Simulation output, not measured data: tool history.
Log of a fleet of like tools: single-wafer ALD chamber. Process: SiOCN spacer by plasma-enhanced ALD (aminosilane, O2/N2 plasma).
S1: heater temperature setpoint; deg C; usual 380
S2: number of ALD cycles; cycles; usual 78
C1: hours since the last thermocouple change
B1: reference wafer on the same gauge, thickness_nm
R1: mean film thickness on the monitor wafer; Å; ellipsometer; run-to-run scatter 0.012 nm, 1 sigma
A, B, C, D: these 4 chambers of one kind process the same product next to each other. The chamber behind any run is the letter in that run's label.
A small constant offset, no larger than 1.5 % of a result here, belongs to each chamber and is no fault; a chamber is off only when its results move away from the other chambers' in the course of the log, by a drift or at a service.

run,hour,S1,S2,C1,B1,R1
1B,5.7,380,78,434,4.9885,46.949
2A,12.6,380,78,252.7,4.9905,46.945
3D,20.2,380,78,1216.6,4.9884,47.363
4C,27.7,380,78,982.5,4.9886,46.535
5C,36.4,380,78,991.2,4.9857,46.579
6B,46.6,380,78,474.9,4.9897,47.191
7A,52.9,380,78,293,4.991,47.297
8D,61,380,71,1257.4,4.987,42.737
9A,67.9,380,71,308,4.9894,42.879
10D,74.9,380,71,1271.3,4.9916,42.903
11B,82.3,380,71,510.6,4.9863,43.168
12C,89.1,380,78,1043.9,4.9893,46.316
13C,95.5,380,78,1050.3,4.9905,46.607
14B,101.6,380,78,529.9,4.9913,47.085
15A,108.2,385,83,348.3,4.9879,50.028
16D,113.6,385,83,1310,4.9927,50.074
17A,121.5,385,83,361.6,4.9928,49.871
18C,127.7,385,83,1082.5,4.9941,49.553
19D,136.8,380,78,1333.2,4.9912,47.068
20B,142.5,380,78,570.8,4.9908,47.161
21C,150.2,380,78,1105,4.9929,46.343
22B,155.1,380,78,583.4,4.9899,46.995
23A,161.5,380,78,401.6,4.9891,47.211
24D,170.7,390,85,1367.1,4.9889,51.231
25C,181.1,390,85,1135.9,4.9915,50.732
26A,188.4,390,85,428.5,4.9899,51.106
27B,197.3,390,85,625.6,4.9879,51.632
28D,206.4,380,78,1402.8,4.9901,47.126

Next, every chamber runs the same settings. What will each give?
29A,214.4,385,78,,,?
29B,214.4,385,78,,,?
29C,214.4,385,78,,,?
29D,214.4,385,78,,,?

run,R1
29A,47.141
29B,47.334
29C,46.249
29D,47.001
